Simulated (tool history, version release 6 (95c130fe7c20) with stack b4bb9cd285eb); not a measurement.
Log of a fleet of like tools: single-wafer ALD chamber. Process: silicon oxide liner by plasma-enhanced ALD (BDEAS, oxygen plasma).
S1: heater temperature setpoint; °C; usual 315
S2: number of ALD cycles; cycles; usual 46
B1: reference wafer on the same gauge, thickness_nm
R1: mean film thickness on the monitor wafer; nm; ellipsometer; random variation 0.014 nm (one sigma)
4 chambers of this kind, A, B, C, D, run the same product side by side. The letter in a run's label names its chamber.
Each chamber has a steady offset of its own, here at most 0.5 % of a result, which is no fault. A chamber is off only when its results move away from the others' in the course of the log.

run	hour	S1	S2	B1	R1
1C	10.4	315	46	4.9219	4.1894
2A	17.1	315	46	4.9220	4.1905
3B	21.8	315	46	4.9179	4.2044
4D	27.1	315	46	4.9233	4.1842
5D	35.5	315	46	4.9214	4.1988
6A	41.9	315	46	4.9180	4.2093
7C	51.7	315	46	4.9211	4.2066
8B	62.1	315	46	4.9198	4.1936
9B	71.2	315	46	4.9185	4.1696
10C	80.5	315	46	4.9259	4.2156
11D	85.9	315	46	4.9210	4.2039
12A	93.8	315	46	4.9265	4.1943
13B	102.7	315	46	4.9211	4.2161
14A	110.3	315	46	4.9193	4.2204
# hour 112.5: chamber C: thermocouple changed; heater temperature recalibrated
15C	117.6	315	46	4.9187	4.2453
16D	125.7	325	50	4.9252	4.5015
17C	131.1	325	50	4.9194	4.5049
18A	137.8	325	50	4.9184	4.5048
19D	142.8	325	50	4.9215	4.4808
20B	150.3	315	46	4.9245	4.1947
21D	155.2	315	38	4.9226	3.4709
22B	160.4	315	38	4.9178	3.4674
23A	165.0	315	38	4.9178	3.4688
24C	171.3	315	38	4.9212	3.4767
25A	180.7	315	46	4.9228	4.1938
26D	185.9	315	46	4.9167	4.1936
27C	190.7	315	46	4.9189	4.2061
28B	198.7	315	46	4.9227	4.2071
29B	205.4	315	46	4.9186	4.2074
30C	211.5	315	46	4.9244	4.2417
# hour 215.4: chamber A: thermocouple changed; heater temperature recalibrated
31A	217.5	315	46	4.9218	4.1974
32D	224.6	315	46	4.9190	4.1994
33A	230.2	315	46	4.9222	4.1795
34B	239.1	315	46	4.9241	4.2023
35D	244.1	315	46	4.9225	4.1795
36C	254.2	315	46	4.9219	4.2095
37D	262.2	315	46	4.9175	4.2177
38B	267.2	315	46	4.9221	4.2050
39A	274.7	315	46	4.9214	4.2094
40C	280.0	315	46	4.9224	4.2189
41C	285.3	303	38	4.9240	3.5314
42A	290.3	303	38	4.9182	3.5372

What goes on in this fleet: one chamber off, a drifting gauge, or nothing beyond the chambers' own small offsets? Name the chamber and the cause, if any.

No chamber stands off beyond its own small offset, and the gauge holds steady.

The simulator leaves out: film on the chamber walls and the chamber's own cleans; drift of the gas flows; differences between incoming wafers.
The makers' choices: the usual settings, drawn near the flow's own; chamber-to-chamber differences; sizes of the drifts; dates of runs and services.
